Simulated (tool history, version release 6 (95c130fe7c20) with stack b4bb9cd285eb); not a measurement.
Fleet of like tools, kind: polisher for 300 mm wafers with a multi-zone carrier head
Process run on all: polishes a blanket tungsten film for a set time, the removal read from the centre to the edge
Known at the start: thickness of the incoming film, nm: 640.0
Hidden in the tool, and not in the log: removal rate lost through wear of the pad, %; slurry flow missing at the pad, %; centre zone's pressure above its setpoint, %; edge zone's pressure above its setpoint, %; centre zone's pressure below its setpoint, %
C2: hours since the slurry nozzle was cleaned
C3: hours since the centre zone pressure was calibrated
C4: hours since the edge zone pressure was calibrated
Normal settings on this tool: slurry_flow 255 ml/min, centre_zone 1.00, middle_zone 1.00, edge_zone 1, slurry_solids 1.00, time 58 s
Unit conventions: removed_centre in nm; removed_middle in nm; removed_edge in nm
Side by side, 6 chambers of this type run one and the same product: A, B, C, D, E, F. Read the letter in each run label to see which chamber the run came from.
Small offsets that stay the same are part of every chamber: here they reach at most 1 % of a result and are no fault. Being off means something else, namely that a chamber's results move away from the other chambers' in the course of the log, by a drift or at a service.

-- hour=5.8 chamber B: worn pad replaced by a new one
run 1D hour=6.7 | slurry_flow=255 centre_zone=1.00 middle_zone=1.00 edge_zone=1 slurry_solids=1.00 time=58 | wafers_polished_on_this_pad=176 C2=276.2 C3=1441.8 C4=837.4 | removed_centre=169.82 removed_middle=174.79 removed_edge=172.53
run 2F hour=10.7 | slurry_flow=255 centre_zone=1.00 middle_zone=1.00 edge_zone=1 slurry_solids=1.00 time=58 | wafers_polished_on_this_pad=833 C2=290.7 C3=261.5 C4=35.1 | removed_centre=174.10 removed_middle=166.84 removed_edge=173.04
-- hour=16.4 chamber D: slurry nozzle cleaned
run 3B hour=17.4 | slurry_flow=255 centre_zone=1.00 middle_zone=1.00 edge_zone=1 slurry_solids=1.00 time=58 | wafers_polished_on_this_pad=79 C2=235.5 C3=798.4 C4=517.1 | removed_centre=166.82 removed_middle=169.79 removed_edge=172.30
-- hour=19.9 chamber A: worn pad replaced by a new one
run 4A hour=21.2 | slurry_flow=255 centre_zone=1.00 middle_zone=1.00 edge_zone=1 slurry_solids=1.00 time=58 | wafers_polished_on_this_pad=9 C2=68.3 C3=934.9 C4=193.8 | removed_centre=171.98 removed_middle=173.55 removed_edge=171.72
run 5E hour=27.3 | slurry_flow=210 centre_zone=1.00 middle_zone=1.07 edge_zone=1 slurry_solids=1.00 time=58 | wafers_polished_on_this_pad=351 C2=204.3 C3=199.6 C4=556.5 | removed_centre=165.46 removed_middle=175.26 removed_edge=166.69
run 6C hour=33.6 | slurry_flow=210 centre_zone=1.00 middle_zone=1.07 edge_zone=1 slurry_solids=1.00 time=58 | wafers_polished_on_this_pad=489 C2=432.5 C3=89.5 C4=94.0 | removed_centre=164.62 removed_middle=178.20 removed_edge=169.18
-- hour=39.7 chamber F: worn pad replaced by a new one
run 7E hour=40.2 | slurry_flow=210 centre_zone=1.00 middle_zone=1.07 edge_zone=1 slurry_solids=1.00 time=58 | wafers_polished_on_this_pad=439 C2=217.2 C3=212.5 C4=569.4 | removed_centre=167.77 removed_middle=176.54 removed_edge=167.85
run 8F hour=46.6 | slurry_flow=210 centre_zone=1.00 middle_zone=1.07 edge_zone=1 slurry_solids=1.00 time=58 | wafers_polished_on_this_pad=47 C2=326.6 C3=297.4 C4=71.0 | removed_centre=167.81 removed_middle=180.93 removed_edge=168.09
run 9C hour=53.1 | slurry_flow=210 centre_zone=1.00 middle_zone=1.07 edge_zone=1 slurry_solids=1.00 time=58 | wafers_polished_on_this_pad=622 C2=452.0 C3=109.0 C4=113.5 | removed_centre=169.70 removed_middle=173.74 removed_edge=168.81
run 10D hour=58.7 | slurry_flow=210 centre_zone=1.00 middle_zone=1.07 edge_zone=1 slurry_solids=1.00 time=58 | wafers_polished_on_this_pad=532 C2=42.3 C3=1493.8 C4=889.4 | removed_centre=166.32 removed_middle=176.70 removed_edge=170.78
-- hour=61.6 chamber E: slurry nozzle cleaned
run 11A hour=63.3 | slurry_flow=255 centre_zone=1.00 middle_zone=1.00 edge_zone=1 slurry_solids=1.00 time=58 | wafers_polished_on_this_pad=297 C2=110.4 C3=977.0 C4=235.9 | removed_centre=172.21 removed_middle=168.03 removed_edge=172.14
run 12B hour=68.6 | slurry_flow=255 centre_zone=1.00 middle_zone=1.00 edge_zone=1 slurry_solids=1.00 time=58 | wafers_polished_on_this_pad=429 C2=286.7 C3=849.6 C4=568.3 | removed_centre=170.11 removed_middle=172.51 removed_edge=170.78
-- hour=72.0 chamber C: worn pad replaced by a new one
-- hour=72.9 chamber B: edge zone pressure recalibrated
run 13A hour=74.9 | slurry_flow=255 centre_zone=1.00 middle_zone=1.00 edge_zone=1 slurry_solids=1.00 time=58 | wafers_polished_on_this_pad=376 C2=122.0 C3=988.6 C4=247.5 | removed_centre=171.21 removed_middle=171.85 removed_edge=171.16
run 14B hour=79.8 | slurry_flow=255 centre_zone=1.00 middle_zone=1.00 edge_zone=1 slurry_solids=1.00 time=58 | wafers_polished_on_this_pad=506 C2=297.9 C3=860.8 C4=6.9 | removed_centre=168.39 removed_middle=174.13 removed_edge=173.26
run 15D hour=86.0 | slurry_flow=255 centre_zone=1.00 middle_zone=1.00 edge_zone=1 slurry_solids=1.25 time=58 | wafers_polished_on_this_pad=718 C2=69.6 C3=1521.1 C4=916.7 | removed_centre=179.29 removed_middle=178.72 removed_edge=181.53
run 16C hour=90.8 | slurry_flow=255 centre_zone=1.00 middle_zone=1.00 edge_zone=1 slurry_solids=1.25 time=58 | wafers_polished_on_this_pad=128 C2=489.7 C3=146.7 C4=151.2 | removed_centre=179.13 removed_middle=180.44 removed_edge=179.06
run 17F hour=94.5 | slurry_flow=255 centre_zone=1.00 middle_zone=1.00 edge_zone=1 slurry_solids=1.25 time=58 | wafers_polished_on_this_pad=374 C2=374.5 C3=345.3 C4=118.9 | removed_centre=184.07 removed_middle=175.95 removed_edge=182.55
run 18E hour=99.5 | slurry_flow=255 centre_zone=1.00 middle_zone=1.00 edge_zone=1 slurry_solids=1.25 time=58 | wafers_polished_on_this_pad=845 C2=37.9 C3=271.8 C4=628.7 | removed_centre=180.17 removed_middle=172.81 removed_edge=177.61
-- hour=104.3 chamber D: centre zone pressure recalibrated
-- hour=104.8 chamber E: worn pad replaced by a new one
run 19B hour=106.2 | slurry_flow=255 centre_zone=1.00 middle_zone=1.00 edge_zone=1 slurry_solids=1.25 time=58 | wafers_polished_on_this_pad=686 C2=324.3 C3=887.2 C4=33.3 | removed_centre=176.85 removed_middle=181.05 removed_edge=177.83
-- hour=110.7 chamber B: worn pad replaced by a new one
run 20F hour=111.9 | slurry_flow=255 centre_zone=1.00 middle_zone=1.00 edge_zone=1 slurry_solids=1.25 time=58 | wafers_polished_on_this_pad=493 C2=391.9 C3=362.7 C4=136.3 | removed_centre=177.90 removed_middle=179.89 removed_edge=181.03
run 21E hour=116.0 | slurry_flow=255 centre_zone=1.00 middle_zone=1.00 edge_zone=1 slurry_solids=1.00 time=58 | wafers_polished_on_this_pad=76 C2=54.4 C3=288.3 C4=645.2 | removed_centre=171.80 removed_middle=169.91 removed_edge=168.40
-- hour=118.7 chamber D: worn pad replaced by a new one
run 22D hour=121.4 | slurry_flow=255 centre_zone=1.00 middle_zone=1.00 edge_zone=1 slurry_solids=1.00 time=58 | wafers_polished_on_this_pad=19 C2=105.0 C3=17.1 C4=952.1 | removed_centre=188.79 removed_middle=170.37 removed_edge=170.52
-- hour=125.7 chamber E: centre zone pressure recalibrated
run 23C hour=125.9 | slurry_flow=255 centre_zone=1.00 middle_zone=1.00 edge_zone=1 slurry_solids=0.75 time=58 | wafers_polished_on_this_pad=368 C2=524.8 C3=181.8 C4=186.3 | removed_centre=156.86 removed_middle=161.24 removed_edge=159.42
-- hour=126.9 chamber F: centre zone pressure recalibrated
-- hour=128.0 chamber A: worn pad replaced by a new one
run 24A hour=130.5 | slurry_flow=255 centre_zone=1.00 middle_zone=1.00 edge_zone=1 slurry_solids=0.75 time=58 | wafers_polished_on_this_pad=17 C2=177.6 C3=1044.2 C4=303.1 | removed_centre=158.52 removed_middle=158.87 removed_edge=161.44
run 25D hour=137.0 | slurry_flow=255 centre_zone=1.00 middle_zone=1.00 edge_zone=1 slurry_solids=0.75 time=58 | wafers_polished_on_this_pad=125 C2=120.6 C3=32.7 C4=967.7 | removed_centre=176.89 removed_middle=159.65 removed_edge=162.79
run 26A hour=140.1 | slurry_flow=255 centre_zone=1.00 middle_zone=1.00 edge_zone=1 slurry_solids=0.75 time=58 | wafers_polished_on_this_pad=83 C2=187.2 C3=1053.8 C4=312.7 | removed_centre=158.12 removed_middle=159.41 removed_edge=159.18
run 27E hour=145.8 | slurry_flow=255 centre_zone=1.00 middle_zone=1.00 edge_zone=1 slurry_solids=0.75 time=58 | wafers_polished_on_this_pad=280 C2=84.2 C3=20.2 C4=675.0 | removed_centre=159.31 removed_middle=159.94 removed_edge=158.31
run 28B hour=150.3 | slurry_flow=255 centre_zone=1.00 middle_zone=1.00 edge_zone=1 slurry_solids=0.75 time=58 | wafers_polished_on_this_pad=270 C2=368.4 C3=931.3 C4=77.4 | removed_centre=159.34 removed_middle=162.88 removed_edge=160.49
run 29C hour=157.4 | slurry_flow=255 centre_zone=1.00 middle_zone=1.00 edge_zone=1 slurry_solids=1.00 time=58 | wafers_polished_on_this_pad=584 C2=556.3 C3=213.3 C4=217.8 | removed_centre=167.51 removed_middle=174.48 removed_edge=171.90
run 30F hour=163.1 | slurry_flow=305 centre_zone=1.08 middle_zone=1.00 edge_zone=1 slurry_solids=1.00 time=58 | wafers_polished_on_this_pad=843 C2=443.1 C3=36.2 C4=187.5 | removed_centre=191.80 removed_middle=173.76 removed_edge=173.61
run 31C hour=169.9 | slurry_flow=305 centre_zone=1.08 middle_zone=1.00 edge_zone=1 slurry_solids=1.00 time=58 | wafers_polished_on_this_pad=669 C2=568.8 C3=225.8 C4=230.3 | removed_centre=191.08 removed_middle=176.55 removed_edge=175.42
run 32E hour=174.6 | slurry_flow=305 centre_zone=1.08 middle_zone=1.00 edge_zone=1 slurry_solids=1.00 time=58 | wafers_polished_on_this_pad=477 C2=113.0 C3=49.0 C4=703.8 | removed_centre=191.22 removed_middle=172.94 removed_edge=172.79
run 33B hour=177.8 | slurry_flow=305 centre_zone=1.08 middle_zone=1.00 edge_zone=1 slurry_solids=1.00 time=58 | wafers_polished_on_this_pad=458 C2=395.9 C3=958.8 C4=104.9 | removed_centre=190.15 removed_middle=173.65 removed_edge=173.24
run 34A hour=184.1 | slurry_flow=305 centre_zone=1.08 middle_zone=1.00 edge_zone=1 slurry_solids=1.00 time=58 | wafers_polished_on_this_pad=383 C2=231.2 C3=1097.8 C4=356.7 | removed_centre=186.87 removed_middle=175.17 removed_edge=175.24
run 35D hour=189.0 | slurry_flow=305 centre_zone=1.08 middle_zone=1.00 edge_zone=1 slurry_solids=1.00 time=58 | wafers_polished_on_this_pad=481 C2=172.6 C3=84.7 C4=1019.7 | removed_centre=206.17 removed_middle=175.24 removed_edge=174.49
run 36F hour=194.6 | slurry_flow=255 centre_zone=1.00 middle_zone=1.00 edge_zone=1 slurry_solids=1.00 time=58 | wafers_polished_on_this_pad=1059 C2=474.6 C3=67.7 C4=219.0 | removed_centre=172.83 removed_middle=172.70 removed_edge=170.65

Each of the 6 chambers runs these same settings next. Fill in every chamber's results:
run 37A hour=199.7 | slurry_flow=255 centre_zone=1.00 middle_zone=1.00 edge_zone=1 slurry_solids=1.00 time=58 | removed_centre=? removed_middle=? removed_edge=?
run 37B hour=199.7 | slurry_flow=255 centre_zone=1.00 middle_zone=1.00 edge_zone=1 slurry_solids=1.00 time=58 | removed_centre=? removed_middle=? removed_edge=?
run 37C hour=199.7 | slurry_flow=255 centre_zone=1.00 middle_zone=1.00 edge_zone=1 slurry_solids=1.00 time=58 | removed_centre=? removed_middle=? removed_edge=?
run 37D hour=199.7 | slurry_flow=255 centre_zone=1.00 middle_zone=1.00 edge_zone=1 slurry_solids=1.00 time=58 | removed_centre=? removed_middle=? removed_edge=?
run 37E hour=199.7 | slurry_flow=255 centre_zone=1.00 middle_zone=1.00 edge_zone=1 slurry_solids=1.00 time=58 | removed_centre=? removed_middle=? removed_edge=?
run 37F hour=199.7 | slurry_flow=255 centre_zone=1.00 middle_zone=1.00 edge_zone=1 slurry_solids=1.00 time=58 | removed_centre=? removed_middle=? removed_edge=?

run=37A removed_centre=170.08 removed_middle=172.57 removed_edge=171.41
run=37B removed_centre=171.11 removed_middle=169.63 removed_edge=171.90
run=37C removed_centre=173.85 removed_middle=173.03 removed_edge=172.85
run=37D removed_centre=188.96 removed_middle=172.09 removed_edge=172.92
run=37E removed_centre=170.80 removed_middle=166.26 removed_edge=169.05
run=37F removed_centre=174.30 removed_middle=168.48 removed_edge=171.85

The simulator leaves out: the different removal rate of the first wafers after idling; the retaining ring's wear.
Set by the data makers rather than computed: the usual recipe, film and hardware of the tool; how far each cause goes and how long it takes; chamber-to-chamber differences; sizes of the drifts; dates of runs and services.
